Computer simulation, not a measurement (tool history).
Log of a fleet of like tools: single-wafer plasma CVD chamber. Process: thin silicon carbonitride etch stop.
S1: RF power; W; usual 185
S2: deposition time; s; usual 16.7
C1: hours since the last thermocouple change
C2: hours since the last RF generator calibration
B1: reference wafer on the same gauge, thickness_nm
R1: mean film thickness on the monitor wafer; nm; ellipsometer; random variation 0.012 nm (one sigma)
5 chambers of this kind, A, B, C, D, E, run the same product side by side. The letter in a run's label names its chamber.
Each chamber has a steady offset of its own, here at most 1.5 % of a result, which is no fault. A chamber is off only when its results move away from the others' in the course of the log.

| run | day | S1 | S2 | C1 | C2 | B1 | R1 |
|---|---|---|---|---|---|---|---|
| 1D | 0.333 | 185 | 16.7 | 557.2 | 239.5 | 10.631 | 9.3165 |
| 2C | 0.642 | 185 | 16.7 | 546.1 | 569.8 | 10.631 | 9.2983 |
| 3E | 1.300 | 185 | 16.7 | 331.5 | 189.4 | 10.636 | 9.2635 |
| 4B | 1.908 | 185 | 16.7 | 2329.7 | 996.0 | 10.634 | 9.4037 |
| 5A | 2.567 | 185 | 16.7 | 383.2 | 1945.4 | 10.640 | 9.3133 |
| 6D | 3.083 | 185 | 16.7 | 623.2 | 305.5 | 10.643 | 9.3247 |
| 7A | 3.733 | 185 | 15.5 | 411.2 | 1973.4 | 10.639 | 8.6597 |
|  | 4.104 | chamber B: thermocouple changed; heater temperature recalibrated |
| 8E | 4.158 | 185 | 15.5 | 400.1 | 258.0 | 10.642 | 8.6250 |
| 9C | 4.712 | 185 | 15.5 | 643.8 | 667.5 | 10.647 | 8.6527 |
| 10B | 5.308 | 185 | 15.5 | 28.9 | 1077.6 | 10.647 | 8.7468 |
| 11C | 5.621 | 185 | 15.5 | 665.6 | 689.3 | 10.648 | 8.6595 |
| 12B | 6.117 | 185 | 16.7 | 48.3 | 1097.0 | 10.646 | 9.4142 |
| 13E | 6.450 | 185 | 19.8 | 455.1 | 313.0 | 10.648 | 11.0190 |
| 14D | 6.954 | 185 | 19.8 | 716.1 | 398.4 | 10.653 | 11.0710 |
| 15A | 7.450 | 185 | 19.8 | 500.4 | 2062.6 | 10.652 | 11.0510 |
|  | 7.808 | chamber B: RF generator calibrated |
| 16C | 7.862 | 185 | 19.8 | 719.4 | 743.1 | 10.652 | 11.0760 |
| 17E | 8.154 | 185 | 19.8 | 496.0 | 353.9 | 10.655 | 11.0230 |
| 18A | 8.554 | 185 | 16.7 | 526.9 | 2089.1 | 10.658 | 9.3111 |
| 19B | 8.912 | 185 | 16.7 | 115.4 | 26.6 | 10.658 | 9.4242 |
|  | 9.175 | chamber A: RF generator calibrated |
| 20D | 9.367 | 185 | 16.7 | 774.0 | 456.3 | 10.657 | 9.3577 |
| 21E | 9.775 | 185 | 16.7 | 534.9 | 392.8 | 10.659 | 9.3188 |
| 22C | 10.262 | 185 | 16.7 | 777.0 | 800.7 | 10.658 | 9.3368 |
| 23A | 10.683 | 185 | 16.7 | 578.0 | 36.3 | 10.661 | 9.3168 |
| 24B | 11.054 | 215 | 18.4 | 166.8 | 78.0 | 10.666 | 10.8860 |
| 25D | 11.492 | 215 | 18.4 | 825.0 | 507.3 | 10.666 | 10.7790 |
| 26E | 11.983 | 215 | 18.4 | 587.9 | 445.8 | 10.667 | 10.7280 |
| 27C | 12.492 | 215 | 18.4 | 830.5 | 854.2 | 10.668 | 10.7570 |
| 28D | 13.117 | 215 | 18.4 | 864.0 | 546.3 | 10.669 | 10.7720 |
| 29B | 13.467 | 185 | 16.7 | 224.7 | 135.9 | 10.674 | 9.4591 |
| 30A | 14.021 | 185 | 16.7 | 658.1 | 116.4 | 10.674 | 9.3286 |
| 31D | 14.425 | 185 | 16.7 | 895.4 | 577.7 | 10.676 | 9.3513 |
| 32B | 15.021 | 185 | 16.7 | 262.0 | 173.2 | 10.680 | 9.4506 |
| 33E | 15.542 | 185 | 16.7 | 673.3 | 531.2 | 10.678 | 9.3096 |
| 34A | 16.129 | 185 | 16.7 | 708.7 | 167.0 | 10.678 | 9.3528 |
| 35C | 16.679 | 185 | 16.7 | 931.0 | 954.7 | 10.679 | 9.3359 |
| 36C | 17.225 | 185 | 16.7 | 944.1 | 967.8 | 10.683 | 9.3494 |
| 37A | 17.738 | 210 | 18.1 | 747.3 | 205.6 | 10.683 | 10.5460 |

Is one chamber off against the others, does the gauge drift, or is nothing wrong? If a chamber is off, say which, and what the likeliest cause is.

The gauge drifts, so all chambers seem to drift together. No chamber is off.
Cause: gauge reads high (%) = 0.531.
